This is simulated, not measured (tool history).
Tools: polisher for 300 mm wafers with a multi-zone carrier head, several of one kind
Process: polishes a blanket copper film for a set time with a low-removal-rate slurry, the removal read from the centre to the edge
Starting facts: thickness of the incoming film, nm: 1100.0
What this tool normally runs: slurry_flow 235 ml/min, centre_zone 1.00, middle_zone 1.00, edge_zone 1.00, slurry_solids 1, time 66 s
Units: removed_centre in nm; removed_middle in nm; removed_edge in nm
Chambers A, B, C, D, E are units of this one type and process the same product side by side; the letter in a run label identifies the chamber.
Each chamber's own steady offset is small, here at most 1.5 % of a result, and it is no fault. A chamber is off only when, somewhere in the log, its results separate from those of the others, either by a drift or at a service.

-- day=0.058 chamber A: worn pad replaced by a new one
run 1D day=0.250 | slurry_flow=235 centre_zone=1.00 middle_zone=1.00 edge_zone=1.00 slurry_solids=1 time=66 | removed_centre=157.76 removed_middle=159.02 removed_edge=157.65
-- day=0.300 chamber D: worn pad replaced by a new one
-- day=0.321 chamber B: worn pad replaced by a new one
run 2A day=0.438 | slurry_flow=235 centre_zone=1.00 middle_zone=1.00 edge_zone=1.00 slurry_solids=1 time=66 | removed_centre=159.93 removed_middle=157.08 removed_edge=162.75
run 3E day=0.667 | slurry_flow=235 centre_zone=1.00 middle_zone=1.00 edge_zone=1.00 slurry_solids=1 time=66 | removed_centre=159.57 removed_middle=160.47 removed_edge=157.85
run 4C day=0.921 | slurry_flow=235 centre_zone=1.00 middle_zone=1.00 edge_zone=1.00 slurry_solids=1 time=66 | removed_centre=157.58 removed_middle=156.69 removed_edge=157.61
run 5B day=1.233 | slurry_flow=235 centre_zone=1.00 middle_zone=1.00 edge_zone=1.00 slurry_solids=1 time=66 | removed_centre=159.67 removed_middle=158.56 removed_edge=156.88
run 6E day=1.554 | slurry_flow=235 centre_zone=1.00 middle_zone=1.00 edge_zone=1.00 slurry_solids=1 time=66 | removed_centre=157.84 removed_middle=160.95 removed_edge=161.72
run 7A day=1.758 | slurry_flow=235 centre_zone=1.00 middle_zone=1.00 edge_zone=1.00 slurry_solids=1 time=66 | removed_centre=159.87 removed_middle=157.94 removed_edge=159.49
-- day=1.800 chamber A: edge zone pressure recalibrated
-- day=1.821 chamber E: worn pad replaced by a new one
-- day=1.833 chamber C: worn pad replaced by a new one
-- day=1.871 chamber B: slurry nozzle cleaned
run 8D day=1.958 | slurry_flow=235 centre_zone=1.00 middle_zone=1.00 edge_zone=1.00 slurry_solids=1 time=66 | removed_centre=155.83 removed_middle=158.43 removed_edge=158.45
-- day=1.979 chamber A: worn pad replaced by a new one
-- day=2.142 chamber D: worn pad replaced by a new one
run 9C day=2.229 | slurry_flow=235 centre_zone=1.00 middle_zone=1.00 edge_zone=1.00 slurry_solids=1 time=66 | removed_centre=156.76 removed_middle=158.46 removed_edge=157.71
run 10B day=2.425 | slurry_flow=285 centre_zone=0.89 middle_zone=1.00 edge_zone=1.00 slurry_solids=1 time=66 | removed_centre=142.14 removed_middle=161.90 removed_edge=160.50
run 11E day=2.600 | slurry_flow=285 centre_zone=0.89 middle_zone=1.00 edge_zone=1.00 slurry_solids=1 time=66 | removed_centre=144.57 removed_middle=163.73 removed_edge=160.56
-- day=2.642 chamber B: worn pad replaced by a new one
run 12A day=2.775 | slurry_flow=285 centre_zone=0.89 middle_zone=1.00 edge_zone=1.00 slurry_solids=1 time=66 | removed_centre=144.88 removed_middle=164.40 removed_edge=163.26
run 13B day=2.967 | slurry_flow=285 centre_zone=0.89 middle_zone=1.00 edge_zone=1.00 slurry_solids=1 time=66 | removed_centre=141.56 removed_middle=159.99 removed_edge=160.11
run 14D day=3.275 | slurry_flow=285 centre_zone=0.89 middle_zone=1.00 edge_zone=1.00 slurry_solids=1 time=66 | removed_centre=140.51 removed_middle=164.56 removed_edge=162.24
run 15C day=3.442 | slurry_flow=235 centre_zone=1.00 middle_zone=1.00 edge_zone=1.00 slurry_solids=1 time=66 | removed_centre=154.91 removed_middle=157.22 removed_edge=160.18
run 16D day=3.708 | slurry_flow=235 centre_zone=1.00 middle_zone=1.00 edge_zone=1.00 slurry_solids=1 time=66 | removed_centre=156.69 removed_middle=163.26 removed_edge=161.33
-- day=3.712 chamber D: worn pad replaced by a new one
-- day=3.950 chamber A: worn pad replaced by a new one
run 17C day=4.029 | slurry_flow=235 centre_zone=1.00 middle_zone=1.00 edge_zone=1.00 slurry_solids=1 time=66 | removed_centre=156.90 removed_middle=157.88 removed_edge=158.55
run 18B day=4.350 | slurry_flow=190 centre_zone=1.00 middle_zone=1.00 edge_zone=0.92 slurry_solids=1 time=66 | removed_centre=155.46 removed_middle=151.98 removed_edge=149.15
run 19A day=4.533 | slurry_flow=190 centre_zone=1.00 middle_zone=1.00 edge_zone=0.92 slurry_solids=1 time=66 | removed_centre=155.44 removed_middle=150.72 removed_edge=152.53
run 20E day=4.796 | slurry_flow=190 centre_zone=1.00 middle_zone=1.00 edge_zone=0.92 slurry_solids=1 time=66 | removed_centre=149.54 removed_middle=157.18 removed_edge=148.47
run 21C day=4.967 | slurry_flow=190 centre_zone=1.00 middle_zone=1.00 edge_zone=0.92 slurry_solids=1 time=66 | removed_centre=152.62 removed_middle=151.49 removed_edge=150.51
-- day=5.171 chamber E: worn pad replaced by a new one
run 22D day=5.183 | slurry_flow=190 centre_zone=1.00 middle_zone=1.00 edge_zone=0.92 slurry_solids=1 time=66 | removed_centre=155.95 removed_middle=151.99 removed_edge=147.02
-- day=5.254 chamber C: worn pad replaced by a new one
run 23E day=5.375 | slurry_flow=235 centre_zone=1.00 middle_zone=1.00 edge_zone=1.00 slurry_solids=1 time=66 | removed_centre=158.05 removed_middle=162.46 removed_edge=157.12
run 24A day=5.612 | slurry_flow=235 centre_zone=1.00 middle_zone=1.00 edge_zone=1.00 slurry_solids=1 time=66 | removed_centre=162.41 removed_middle=160.24 removed_edge=162.46
-- day=5.738 chamber D: worn pad replaced by a new one
-- day=5.742 chamber B: worn pad replaced by a new one
-- day=5.833 chamber A: centre zone pressure recalibrated
run 25B day=5.888 | slurry_flow=235 centre_zone=1.00 middle_zone=1.00 edge_zone=1.00 slurry_solids=1 time=66 | removed_centre=160.32 removed_middle=157.90 removed_edge=160.83
-- day=5.892 chamber A: worn pad replaced by a new one
run 26D day=6.196 | slurry_flow=235 centre_zone=1.00 middle_zone=1.00 edge_zone=1.00 slurry_solids=1 time=66 | removed_centre=158.32 removed_middle=159.69 removed_edge=160.81
run 27E day=6.500 | slurry_flow=235 centre_zone=1.00 middle_zone=1.00 edge_zone=1.00 slurry_solids=1 time=66 | removed_centre=162.70 removed_middle=160.84 removed_edge=158.16
run 28A day=6.738 | slurry_flow=235 centre_zone=1.00 middle_zone=1.00 edge_zone=1.00 slurry_solids=1 time=66 | removed_centre=143.49 removed_middle=157.96 removed_edge=163.95
run 29C day=6.992 | slurry_flow=235 centre_zone=1.00 middle_zone=1.00 edge_zone=1.00 slurry_solids=1 time=66 | removed_centre=161.65 removed_middle=160.27 removed_edge=160.11
run 30B day=7.233 | slurry_flow=235 centre_zone=1.00 middle_zone=1.00 edge_zone=1.00 slurry_solids=1 time=66 | removed_centre=157.10 removed_middle=157.97 removed_edge=158.59
run 31A day=7.517 | slurry_flow=235 centre_zone=1.00 middle_zone=1.00 edge_zone=1.00 slurry_solids=1 time=66 | removed_centre=142.19 removed_middle=158.10 removed_edge=161.98
-- day=7.650 chamber D: worn pad replaced by a new one
run 32D day=7.696 | slurry_flow=235 centre_zone=1.00 middle_zone=1.06 edge_zone=1.00 slurry_solids=1 time=56 | removed_centre=134.75 removed_middle=145.01 removed_edge=134.88
run 33E day=7.942 | slurry_flow=235 centre_zone=1.00 middle_zone=1.06 edge_zone=1.00 slurry_solids=1 time=56 | removed_centre=134.67 removed_middle=145.05 removed_edge=135.16
run 34B day=8.188 | slurry_flow=235 centre_zone=1.00 middle_zone=1.06 edge_zone=1.00 slurry_solids=1 time=56 | removed_centre=133.98 removed_middle=142.03 removed_edge=134.10
-- day=8.379 chamber E: worn pad replaced by a new one
run 35C day=8.467 | slurry_flow=235 centre_zone=1.00 middle_zone=1.06 edge_zone=1.00 slurry_solids=1 time=56 | removed_centre=138.53 removed_middle=140.97 removed_edge=135.69
run 36E day=8.704 | slurry_flow=235 centre_zone=1.00 middle_zone=1.06 edge_zone=1.00 slurry_solids=1 time=56 | removed_centre=135.81 removed_middle=144.78 removed_edge=133.29
-- day=8.929 chamber C: worn pad replaced by a new one
run 37C day=8.988 | slurry_flow=235 centre_zone=1.00 middle_zone=1.00 edge_zone=1.00 slurry_solids=1 time=66 | removed_centre=158.75 removed_middle=157.33 removed_edge=156.74

Next, all 5 chambers run the settings below, one line each with question marks for the results. What does each chamber give?
run 38A day=9.246 | slurry_flow=235 centre_zone=1.00 middle_zone=1.00 edge_zone=1.00 slurry_solids=1 time=66 | removed_centre=? removed_middle=? removed_edge=?
run 38B day=9.246 | slurry_flow=235 centre_zone=1.00 middle_zone=1.00 edge_zone=1.00 slurry_solids=1 time=66 | removed_centre=? removed_middle=? removed_edge=?
run 38C day=9.246 | slurry_flow=235 centre_zone=1.00 middle_zone=1.00 edge_zone=1.00 slurry_solids=1 time=66 | removed_centre=? removed_middle=? removed_edge=?
run 38D day=9.246 | slurry_flow=235 centre_zone=1.00 middle_zone=1.00 edge_zone=1.00 slurry_solids=1 time=66 | removed_centre=? removed_middle=? removed_edge=?
run 38E day=9.246 | slurry_flow=235 centre_zone=1.00 middle_zone=1.00 edge_zone=1.00 slurry_solids=1 time=66 | removed_centre=? removed_middle=? removed_edge=?

run=38A removed_centre=145.86 removed_middle=157.84 removed_edge=160.87
run=38B removed_centre=158.77 removed_middle=156.82 removed_edge=155.52
run=38C removed_centre=156.70 removed_middle=157.01 removed_edge=160.17
run=38D removed_centre=158.78 removed_middle=160.06 removed_edge=158.36
run=38E removed_centre=157.96 removed_middle=161.00 removed_edge=162.23

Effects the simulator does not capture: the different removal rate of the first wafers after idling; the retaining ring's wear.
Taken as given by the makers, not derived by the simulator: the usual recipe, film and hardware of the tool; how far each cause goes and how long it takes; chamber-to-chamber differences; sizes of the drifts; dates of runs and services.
